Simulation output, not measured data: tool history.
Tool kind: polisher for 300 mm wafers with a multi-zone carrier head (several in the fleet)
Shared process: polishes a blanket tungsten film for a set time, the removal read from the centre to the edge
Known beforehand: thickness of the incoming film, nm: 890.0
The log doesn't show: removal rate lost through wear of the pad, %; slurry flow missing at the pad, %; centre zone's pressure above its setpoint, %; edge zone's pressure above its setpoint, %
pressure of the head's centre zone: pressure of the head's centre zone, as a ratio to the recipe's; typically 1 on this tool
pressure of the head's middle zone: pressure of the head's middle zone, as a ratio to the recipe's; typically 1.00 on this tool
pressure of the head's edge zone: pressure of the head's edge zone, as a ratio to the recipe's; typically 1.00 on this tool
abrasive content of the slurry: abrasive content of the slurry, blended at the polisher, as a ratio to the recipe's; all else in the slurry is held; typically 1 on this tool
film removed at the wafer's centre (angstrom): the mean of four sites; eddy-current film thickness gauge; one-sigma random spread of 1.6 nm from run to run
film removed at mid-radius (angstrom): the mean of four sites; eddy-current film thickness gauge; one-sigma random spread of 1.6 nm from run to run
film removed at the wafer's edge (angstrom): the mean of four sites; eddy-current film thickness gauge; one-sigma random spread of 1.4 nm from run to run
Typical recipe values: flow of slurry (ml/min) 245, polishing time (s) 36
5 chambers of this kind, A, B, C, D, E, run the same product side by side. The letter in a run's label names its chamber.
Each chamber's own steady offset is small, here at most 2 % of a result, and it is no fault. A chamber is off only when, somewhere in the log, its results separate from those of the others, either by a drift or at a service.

run	day	flow of slurry (ml/min)	pressure of the head's centre zone	pressure of the head's middle zone	pressure of the head's edge zone	abrasive content of the slurry	polishing time (s)	wafers polished on this pad	hours since the slurry nozzle was cleaned	hours since the centre zone pressure was calibrated	hours since the edge zone pressure was calibrated	film removed at the wafer's centre (angstrom)	film removed at mid-radius (angstrom)	film removed at the wafer's edge (angstrom)
# day 0.075: chamber B: worn pad replaced by a new one
1C	0.271	245	1	1.00	1.00	1	36	637	60.3	1042.2	189.0	1399.0	1433.8	1454.0
# day 0.275: chamber D: worn pad replaced by a new one
2D	0.517	245	1	1.00	1.00	1	36	64	293.9	107.3	506.9	1399.5	1451.5	1436.2
3A	0.662	245	1	1.00	1.00	1	36	243	66.3	233.7	1067.7	1416.6	1430.1	1460.2
# day 0.783: chamber C: worn pad replaced by a new one
4E	0.904	245	1	1.00	1.00	1	36	312	154.0	503.5	243.3	1391.2	1417.7	1442.5
5B	1.150	245	1	1.00	1.00	1	36	282	219.6	518.7	249.7	1467.4	1426.1	1437.0
6B	1.442	245	1	1.00	1.00	1	36	358	226.6	525.7	256.7	1446.9	1413.2	1406.4
7C	1.700	245	1	1.00	1.00	1	36	240	94.6	1076.5	223.3	1425.4	1463.3	1447.6
8D	1.842	245	1	1.00	1.00	1	36	412	325.7	139.1	538.7	1417.3	1439.1	1441.8
9A	2.117	245	1	1.00	1.00	1	36	625	101.2	268.6	1102.6	1433.6	1414.6	1438.5
# day 2.296: chamber E: centre zone pressure recalibrated
# day 2.321: chamber E: worn pad replaced by a new one
10E	2.396	245	1	1.00	1.00	1	36	19	189.8	2.4	279.1	1422.6	1447.6	1458.7
# day 2.592: chamber C: centre zone pressure recalibrated
11A	2.696	245	1	1.00	1.00	1	36	777	115.1	282.5	1116.5	1448.3	1422.6	1444.1
# day 2.708: chamber B: worn pad replaced by a new one
12E	2.858	245	1	1.00	1.00	1	30	141	200.9	13.5	290.2	1202.9	1191.8	1195.4
13D	3.033	245	1	1.00	1.00	1	30	725	354.3	167.7	567.3	1173.4	1209.2	1216.8
14C	3.342	245	1	1.00	1.00	1	30	671	134.0	18.0	262.7	1206.4	1192.5	1212.9
15B	3.650	245	1	1.00	1.00	1	30	247	279.6	578.7	309.7	1201.5	1178.2	1207.9
16E	3.896	245	1	1.00	1.00	1	30	413	225.8	38.4	315.1	1205.9	1184.5	1189.6
# day 3.921: chamber D: worn pad replaced by a new one
17A	4.046	245	1	1.00	1.00	1	36	1131	147.5	314.9	1148.9	1410.6	1413.5	1434.2
18C	4.217	245	1	1.00	1.08	1	26	901	155.0	39.0	283.7	1023.2	1023.4	1106.4
# day 4.229: chamber C: worn pad replaced by a new one
19B	4.496	245	1	1.00	1.08	1	26	469	299.9	599.0	330.0	1052.3	1042.5	1063.0
# day 4.642: chamber E: worn pad replaced by a new one
20D	4.779	245	1	1.00	1.08	1	26	225	396.2	209.6	609.2	1030.1	1033.1	1082.1
# day 4.788: chamber B: edge zone pressure recalibrated
21C	4.988	245	1	1.00	1.08	1	26	199	173.5	57.5	302.2	1022.7	1038.5	1098.6
22D	5.292	245	1	1.00	1.08	1	26	360	408.5	221.9	621.5	1021.3	1032.6	1079.0
# day 5.325: chamber B: slurry nozzle cleaned
# day 5.367: chamber A: worn pad replaced by a new one
# day 5.517: chamber C: slurry nozzle cleaned
23A	5.575	245	1	1.00	1.00	1	36	55	184.2	351.6	1185.6	1439.6	1401.9	1421.8
# day 5.696: chamber D: edge zone pressure recalibrated
24E	5.754	245	1	1.00	1.00	1	36	292	270.4	83.0	359.7	1467.4	1431.7	1458.5
# day 5.983: chamber B: worn pad replaced by a new one
25B	6.058	245	1	1.00	1.00	1	36	20	17.6	636.5	30.5	1480.0	1430.4	1412.0
26C	6.338	245	1	1.00	1.00	1	36	553	19.8	89.9	334.6	1437.3	1396.8	1470.1
27B	6.558	245	1	1.07	1.00	1	36	151	29.6	648.5	42.5	1462.3	1527.9	1417.2
28D	6.696	245	1	1.07	1.00	1	36	728	442.2	255.6	24.1	1400.5	1527.4	1444.6
29A	6.854	245	1	1.07	1.00	1	36	391	214.9	382.3	1216.3	1408.7	1512.9	1420.9
# day 6.933: chamber E: worn pad replaced by a new one
30E	7.092	245	1	1.07	1.00	1	36	41	302.5	115.1	391.8	1450.7	1521.2	1428.8
31E	7.296	245	1	1.07	1.00	1	36	95	307.4	120.0	396.7	1443.2	1501.8	1425.1

Has any chamber moved away from the others, gradually or after a service, or does the common gauge drift, or do the chambers differ only by their own small steady offsets? State the chamber and the most likely cause if one applies.

Nothing is wrong: each chamber keeps only its own small, steady offset and the gauge holds still.
